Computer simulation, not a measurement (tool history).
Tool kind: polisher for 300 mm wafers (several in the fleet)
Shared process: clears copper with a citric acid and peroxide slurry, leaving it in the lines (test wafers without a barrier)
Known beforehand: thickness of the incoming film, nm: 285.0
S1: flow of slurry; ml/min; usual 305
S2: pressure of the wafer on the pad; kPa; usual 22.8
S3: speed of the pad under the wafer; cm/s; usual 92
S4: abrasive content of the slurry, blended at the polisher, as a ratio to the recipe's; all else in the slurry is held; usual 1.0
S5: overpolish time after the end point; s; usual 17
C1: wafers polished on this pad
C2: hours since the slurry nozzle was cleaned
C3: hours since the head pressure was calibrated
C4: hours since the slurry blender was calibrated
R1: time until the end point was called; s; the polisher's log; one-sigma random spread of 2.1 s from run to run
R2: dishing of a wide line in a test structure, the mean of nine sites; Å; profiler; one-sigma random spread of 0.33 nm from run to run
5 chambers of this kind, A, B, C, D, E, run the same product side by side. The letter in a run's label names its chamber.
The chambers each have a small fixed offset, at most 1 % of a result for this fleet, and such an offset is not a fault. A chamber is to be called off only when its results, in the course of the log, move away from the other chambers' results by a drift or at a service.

| run | day | S1 | S2 | S3 | S4 | S5 | C1 | C2 | C3 | C4 | R1 | R2 |
|---|---|---|---|---|---|---|---|---|---|---|---|---|
| 1A | 0.621 | 305 | 22.8 | 92 | 1.0 | 17 | 916 | 488.4 | 681.1 | 115.1 | 148.35 | 234.43 |
|  | 0.904 | chamber C: worn pad replaced by a new one |
|  | 0.975 | chamber B: slurry nozzle cleaned |
| 2B | 1.167 | 305 | 22.8 | 92 | 1.0 | 17 | 492 | 4.6 | 905.0 | 175.3 | 149.78 | 232.39 |
| 3E | 1.675 | 305 | 22.8 | 92 | 1.0 | 17 | 851 | 366.6 | 133.6 | 306.6 | 147.80 | 232.84 |
|  | 1.717 | chamber E: worn pad replaced by a new one |
|  | 1.812 | chamber D: worn pad replaced by a new one |
| 4C | 2.054 | 305 | 22.8 | 92 | 1.0 | 17 | 193 | 409.4 | 402.5 | 225.2 | 149.75 | 235.67 |
| 5D | 2.358 | 305 | 22.8 | 92 | 1.0 | 17 | 92 | 627.7 | 624.0 | 238.1 | 148.15 | 240.46 |
|  | 2.392 | chamber C: head pressure recalibrated |
|  | 2.421 | chamber E: slurry blender recalibrated |
|  | 2.588 | chamber A: worn pad replaced by a new one |
| 6D | 2.925 | 305 | 22.8 | 92 | 1.0 | 17 | 187 | 641.3 | 637.6 | 251.7 | 150.50 | 239.61 |
| 7C | 3.283 | 305 | 22.8 | 92 | 1.0 | 17 | 400 | 438.9 | 21.5 | 254.7 | 146.64 | 233.31 |
|  | 3.892 | chamber B: worn pad replaced by a new one |
| 8E | 3.892 | 305 | 22.8 | 92 | 1.0 | 17 | 366 | 419.8 | 186.8 | 35.4 | 151.89 | 237.55 |
|  | 4.346 | chamber C: slurry nozzle cleaned |
| 9B | 4.479 | 305 | 22.8 | 92 | 1.0 | 17 | 98 | 84.1 | 984.5 | 254.8 | 148.42 | 242.30 |
| 10A | 4.750 | 305 | 22.8 | 92 | 1.0 | 17 | 364 | 587.5 | 780.2 | 214.2 | 148.35 | 242.46 |
| 11B | 5.033 | 305 | 22.8 | 92 | 1.0 | 17 | 192 | 97.4 | 997.8 | 268.1 | 145.88 | 234.11 |
|  | 5.146 | chamber B: head pressure recalibrated |
| 12A | 5.375 | 305 | 22.8 | 92 | 1.0 | 17 | 469 | 602.5 | 795.2 | 229.2 | 147.09 | 241.10 |
| 13C | 5.779 | 305 | 22.8 | 92 | 1.0 | 17 | 820 | 34.4 | 81.4 | 314.6 | 146.48 | 233.88 |
| 14E | 6.212 | 305 | 22.8 | 92 | 1.0 | 17 | 756 | 475.5 | 242.5 | 91.1 | 145.21 | 233.45 |
| 15D | 6.483 | 305 | 22.8 | 66 | 1.0 | 17 | 786 | 726.7 | 723.0 | 337.1 | 201.88 | 176.55 |
|  | 6.625 | chamber C: worn pad replaced by a new one |
| 16B | 7.075 | 305 | 22.8 | 66 | 1.0 | 17 | 535 | 146.4 | 46.3 | 317.1 | 209.11 | 176.60 |
|  | 7.267 | chamber C: slurry blender recalibrated |
| 17E | 7.421 | 305 | 22.8 | 66 | 1.0 | 17 | 959 | 504.5 | 271.5 | 120.1 | 201.51 | 177.47 |
|  | 7.604 | chamber D: worn pad replaced by a new one |
| 18D | 7.775 | 305 | 22.8 | 66 | 1.0 | 17 | 29 | 757.7 | 754.0 | 368.1 | 204.84 | 172.17 |
|  | 7.950 | chamber E: worn pad replaced by a new one |
| 19A | 8.162 | 305 | 22.8 | 66 | 1.0 | 17 | 938 | 669.4 | 862.1 | 296.1 | 206.37 | 176.60 |
|  | 8.279 | chamber D: slurry nozzle cleaned |
| 20C | 8.796 | 305 | 22.8 | 116 | 1.1 | 17 | 365 | 106.8 | 153.8 | 36.8 | 115.17 | 290.99 |
| 21C | 9.308 | 305 | 22.8 | 116 | 1.1 | 17 | 451 | 119.1 | 166.1 | 49.1 | 111.93 | 294.36 |
|  | 9.671 | chamber A: worn pad replaced by a new one |
| 22E | 9.879 | 305 | 22.8 | 116 | 1.1 | 17 | 324 | 563.5 | 330.5 | 179.1 | 116.20 | 292.47 |
|  | 9.958 | chamber B: worn pad replaced by a new one |
| 23A | 10.225 | 305 | 22.8 | 116 | 1.1 | 17 | 93 | 718.9 | 911.6 | 345.6 | 115.50 | 298.71 |
| 24D | 10.508 | 305 | 22.8 | 116 | 1.1 | 17 | 489 | 53.6 | 819.6 | 433.7 | 115.50 | 293.44 |
| 25B | 10.838 | 305 | 22.8 | 92 | 1.0 | 17 | 148 | 236.7 | 136.6 | 407.4 | 148.05 | 238.73 |
|  | 11.117 | chamber B: slurry blender recalibrated |
| 26A | 11.204 | 305 | 22.8 | 92 | 1.0 | 17 | 258 | 742.4 | 935.1 | 369.1 | 146.40 | 242.67 |
| 27B | 11.746 | 305 | 22.8 | 92 | 1.0 | 17 | 301 | 258.5 | 158.4 | 15.2 | 146.15 | 237.51 |
|  | 11.879 | chamber C: worn pad replaced by a new one |
|  | 11.888 | chamber D: slurry blender recalibrated |
|  | 11.896 | chamber E: head pressure recalibrated |
|  | 11.896 | chamber A: slurry nozzle cleaned |
| 28D | 12.046 | 305 | 22.8 | 92 | 1.0 | 17 | 747 | 90.5 | 856.5 | 3.9 | 149.63 | 235.10 |
|  | 12.083 | chamber B: slurry nozzle cleaned |
|  | 12.183 | chamber E: slurry nozzle cleaned |
| 29E | 12.596 | 305 | 22.8 | 92 | 1.0 | 17 | 781 | 10.0 | 16.8 | 244.3 | 148.89 | 235.17 |
|  | 12.800 | chamber A: slurry blender recalibrated |
|  | 12.954 | chamber D: worn pad replaced by a new one |
| 30C | 13.112 | 370 | 22.8 | 92 | 1.0 | 17 | 207 | 210.4 | 257.4 | 140.4 | 144.84 | 240.92 |
| 31C | 13.392 | 370 | 22.8 | 92 | 1.0 | 17 | 254 | 217.1 | 264.1 | 147.1 | 142.22 | 236.38 |
| 32B | 13.888 | 370 | 22.8 | 92 | 1.0 | 17 | 661 | 43.3 | 209.8 | 66.6 | 148.35 | 246.91 |
| 33D | 14.338 | 370 | 22.8 | 92 | 1.0 | 17 | 233 | 145.5 | 911.5 | 58.9 | 146.61 | 244.10 |
|  | 14.458 | chamber E: worn pad replaced by a new one |
| 34A | 14.908 | 370 | 22.8 | 92 | 1.0 | 17 | 881 | 72.4 | 1024.0 | 50.7 | 144.40 | 240.67 |
| 35E | 15.258 | 305 | 22.8 | 92 | 1.0 | 17 | 134 | 73.9 | 80.7 | 308.2 | 145.93 | 238.41 |
| 36B | 15.675 | 305 | 22.8 | 92 | 1.0 | 17 | 962 | 86.2 | 252.7 | 109.5 | 146.70 | 237.71 |

One chamber off, gauge drift, or nothing amiss beyond the chambers' own small offsets? If it is a chamber, which one, and what is the likeliest cause?

No chamber is off and the gauge is stable; the differences are just each chamber's small, constant offset.
